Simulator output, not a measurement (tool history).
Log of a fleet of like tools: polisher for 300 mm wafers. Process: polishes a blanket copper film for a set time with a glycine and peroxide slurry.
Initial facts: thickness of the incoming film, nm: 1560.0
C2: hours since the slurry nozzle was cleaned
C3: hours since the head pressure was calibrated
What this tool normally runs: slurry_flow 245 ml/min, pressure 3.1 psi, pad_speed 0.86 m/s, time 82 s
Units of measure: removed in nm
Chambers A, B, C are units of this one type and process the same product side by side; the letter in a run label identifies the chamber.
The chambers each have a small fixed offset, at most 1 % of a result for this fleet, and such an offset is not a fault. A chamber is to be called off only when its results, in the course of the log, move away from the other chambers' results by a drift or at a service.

Run 1B, hour 9.1: usual settings; wafers polished on this pad 315; C2 288.9; C3 522.8. Result: removed 395.21 nm.
At hour 10: chamber B: slurry nozzle cleaned.
Run 2C, hour 19.1: usual settings; wafers polished on this pad 152; C2 261.3; C3 1127.2. Result: removed 386.59 nm.
At hour 22.5: chamber C: head pressure recalibrated.
Run 3A, hour 27.5: usual settings; wafers polished on this pad 779; C2 222.5; C3 563.4. Result: removed 383.5 nm.
Run 4C, hour 35.3: usual settings; wafers polished on this pad 273; C2 277.5; C3 12.9. Result: removed 389.6 nm.
Run 5A, hour 43.1: usual settings; wafers polished on this pad 896; C2 238.1; C3 579. Result: removed 389.79 nm.
Run 6B, hour 48.2: usual settings but slurry_flow 285 ml/min, pressure 4.1 psi; wafers polished on this pad 607; C2 38.2; C3 561.9. Result: removed 498.22 nm.
At hour 55.2: chamber A: worn pad replaced by a new one.
Run 7A, hour 56: usual settings but slurry_flow 285 ml/min, pressure 4.1 psi; wafers polished on this pad 6; C2 251; C3 591.9. Result: removed 498.68 nm.
Run 8B, hour 61.6: usual settings but slurry_flow 285 ml/min, pressure 4.1 psi; wafers polished on this pad 707; C2 51.6; C3 575.3. Result: removed 504.01 nm.
At hour 69.4: chamber A: head pressure recalibrated.
Run 9C, hour 70.2: usual settings; wafers polished on this pad 533; C2 312.4; C3 47.8. Result: removed 390.42 nm.
Run 10A, hour 80.3: usual settings; wafers polished on this pad 187; C2 275.3; C3 10.9. Result: removed 387.15 nm.
Run 11C, hour 88.5: usual settings but slurry_flow 290 ml/min, time 71 s; wafers polished on this pad 670; C2 330.7; C3 66.1. Result: removed 348.66 nm.
At hour 91.5: chamber A: slurry nozzle cleaned.
Run 12B, hour 93.6: usual settings but slurry_flow 290 ml/min, time 71 s; wafers polished on this pad 945; C2 83.6; C3 607.3. Result: removed 352.4 nm.
At hour 99: chamber B: worn pad replaced by a new one.
Run 13C, hour 101.3: usual settings but slurry_flow 290 ml/min, time 71 s; wafers polished on this pad 765; C2 343.5; C3 78.9. Result: removed 341.89 nm.
Run 14B, hour 106.1: usual settings; wafers polished on this pad 53; C2 96.1; C3 619.8. Result: removed 391.39 nm.
Run 15A, hour 113.8: usual settings; wafers polished on this pad 437; C2 22.3; C3 44.4. Result: removed 402.53 nm.
Run 16B, hour 123.5: usual settings; wafers polished on this pad 183; C2 113.5; C3 637.2. Result: removed 386.71 nm.
Run 17C, hour 131.9: usual settings; wafers polished on this pad 993; C2 374.1; C3 109.5. Result: removed 383.88 nm.
Run 18A, hour 142.4: usual settings but pressure 3.6 psi; wafers polished on this pad 650; C2 50.9; C3 73. Result: removed 434.15 nm.
Run 19C, hour 149.2: usual settings but pressure 3.6 psi; wafers polished on this pad 1122; C2 391.4; C3 126.8. Result: removed 438.42 nm.
Run 20A, hour 159.3: usual settings but pressure 3.6 psi; wafers polished on this pad 776; C2 67.8; C3 89.9. Result: removed 444.78 nm.
At hour 163: chamber A: worn pad replaced by a new one.
Run 21B, hour 168.7: usual settings; wafers polished on this pad 519; C2 158.7; C3 682.4. Result: removed 392.72 nm.
Run 22B, hour 173.4: usual settings; wafers polished on this pad 555; C2 163.4; C3 687.1. Result: removed 388.73 nm.
At hour 174.7: chamber C: worn pad replaced by a new one.
Run 23C, hour 181.3: usual settings; wafers polished on this pad 49; C2 423.5; C3 158.9. Result: removed 382.63 nm.
Run 24A, hour 191.3: usual settings but time 92 s; wafers polished on this pad 211; C2 99.8; C3 121.9. Result: removed 441.77 nm.
Run 25B, hour 199.2: usual settings but time 92 s; wafers polished on this pad 747; C2 189.2; C3 712.9. Result: removed 450.09 nm.
Run 26C, hour 205.6: usual settings but time 92 s; wafers polished on this pad 230; C2 447.8; C3 183.2. Result: removed 436.89 nm.
Run 27A, hour 215: usual settings; wafers polished on this pad 387; C2 123.5; C3 145.6. Result: removed 394.81 nm.
Run 28B, hour 221: usual settings; wafers polished on this pad 909; C2 211; C3 734.7. Result: removed 393.34 nm.
Run 29A, hour 228.9: usual settings; wafers polished on this pad 491; C2 137.4; C3 159.5. Result: removed 390.7 nm.
Run 30C, hour 235.2: usual settings; wafers polished on this pad 451; C2 477.4; C3 212.8. Result: removed 387.01 nm.

Is one chamber out of step, is the gauge drifting, or do the chambers differ by no more than their own small offsets? For an off chamber, give its letter and the likeliest cause.

The fleet is healthy, with each chamber sitting at its usual small offset and no drift in the gauge.

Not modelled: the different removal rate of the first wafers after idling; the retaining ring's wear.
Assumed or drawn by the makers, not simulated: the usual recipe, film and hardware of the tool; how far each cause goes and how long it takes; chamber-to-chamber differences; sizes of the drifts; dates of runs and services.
